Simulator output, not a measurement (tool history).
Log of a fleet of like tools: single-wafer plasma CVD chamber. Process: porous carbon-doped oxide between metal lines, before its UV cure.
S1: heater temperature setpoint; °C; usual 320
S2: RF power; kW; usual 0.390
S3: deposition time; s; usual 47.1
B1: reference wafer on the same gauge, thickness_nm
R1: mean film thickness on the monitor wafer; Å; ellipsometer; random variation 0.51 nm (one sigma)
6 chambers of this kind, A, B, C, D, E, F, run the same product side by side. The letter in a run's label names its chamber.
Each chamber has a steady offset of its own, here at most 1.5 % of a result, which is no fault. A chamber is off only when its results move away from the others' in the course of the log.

run   hour   S1     S2    S3      B1      R1
 1C   13.5  320  0.390  47.1  209.85  1878.1
      15.6  -- chamber A: thermocouple changed; heater temperature recalibrated
 2E   20.8  320  0.390  47.1  209.96  1868.4
 3D   31.4  320  0.390  47.1  210.05  1881.4
 4B   45.7  320  0.390  47.1  210.05  1871.7
 5A   52.3  320  0.390  47.1  209.94  1876.8
 6F   66.6  320  0.390  47.1  209.84  1851.1
 7D   76.1  320  0.390  47.1  210.07  1881.9
 8E   89.7  320  0.390  47.1  210.05  1868.6
 9C   98.4  320  0.390  47.1  210.00  1876.7
10B  113.5  320  0.390  47.1  210.06  1864.0
11F  124.5  320  0.390  47.1  210.20  1859.3
12A  131.4  320  0.390  47.1  210.11  1874.9
13E  143.4  320  0.390  47.1  210.00  1873.5
14F  152.4  320  0.390  47.1  210.16  1849.6
     160.9  -- chamber D: thermocouple changed; heater temperature recalibrated
15D  162.9  320  0.390  44.1  209.85  1765.4
16B  176.7  320  0.390  44.1  210.14  1754.9
17C  187.9  320  0.390  44.1  209.95  1763.3
18A  200.9  320  0.390  44.1  210.03  1751.3
19E  213.3  320  0.390  44.1  210.06  1757.0
     217.7  -- chamber F: RF generator calibrated
20F  225.5  320  0.390  44.1  209.86  1741.8
21C  237.3  320  0.390  47.1  210.13  1869.7
22B  249.0  320  0.390  47.1  209.95  1870.7
23A  261.4  320  0.390  47.1  210.08  1882.1
24D  269.3  320  0.390  47.1  209.87  1881.1
25A  276.5  320  0.430  47.1  209.91  2023.6
26D  290.8  320  0.430  47.1  209.99  2039.8
27C  299.2  320  0.430  47.1  209.94  2023.0
28E  307.4  320  0.430  47.1  209.97  2020.9
29B  322.1  320  0.430  47.1  209.97  2007.9
30F  335.7  320  0.430  47.1  210.02  2003.5
31B  343.8  320  0.390  47.1  209.99  1864.3
32D  356.0  320  0.390  47.1  210.06  1882.2
33A  364.4  320  0.390  47.1  210.12  1874.5
34E  376.1  320  0.390  47.1  209.88  1858.6
35C  387.1  320  0.390  47.1  209.97  1881.9
36F  395.1  320  0.390  47.1  210.00  1849.1
37E  406.0  320  0.390  47.1  209.92  1871.0
38D  420.8  320  0.390  47.1  209.98  1876.8
39A  428.7  320  0.390  47.1  209.98  1883.3
40B  441.1  320  0.390  47.1  210.00  1868.2
41C  452.6  320  0.390  47.1  210.09  1889.9
42F  459.3  320  0.390  42.2  210.12  1668.2
     461.9  -- chamber E: thermocouple changed; heater temperature recalibrated
43E  465.9  320  0.390  42.2  210.05  1676.1
44F  476.1  320  0.390  42.2  210.17  1661.6

What goes on in this fleet: one chamber off, a drifting gauge, or nothing beyond the chambers' own small offsets? Name the chamber and the cause, if any.

No chamber stands off beyond its own small offset, and the gauge holds steady.

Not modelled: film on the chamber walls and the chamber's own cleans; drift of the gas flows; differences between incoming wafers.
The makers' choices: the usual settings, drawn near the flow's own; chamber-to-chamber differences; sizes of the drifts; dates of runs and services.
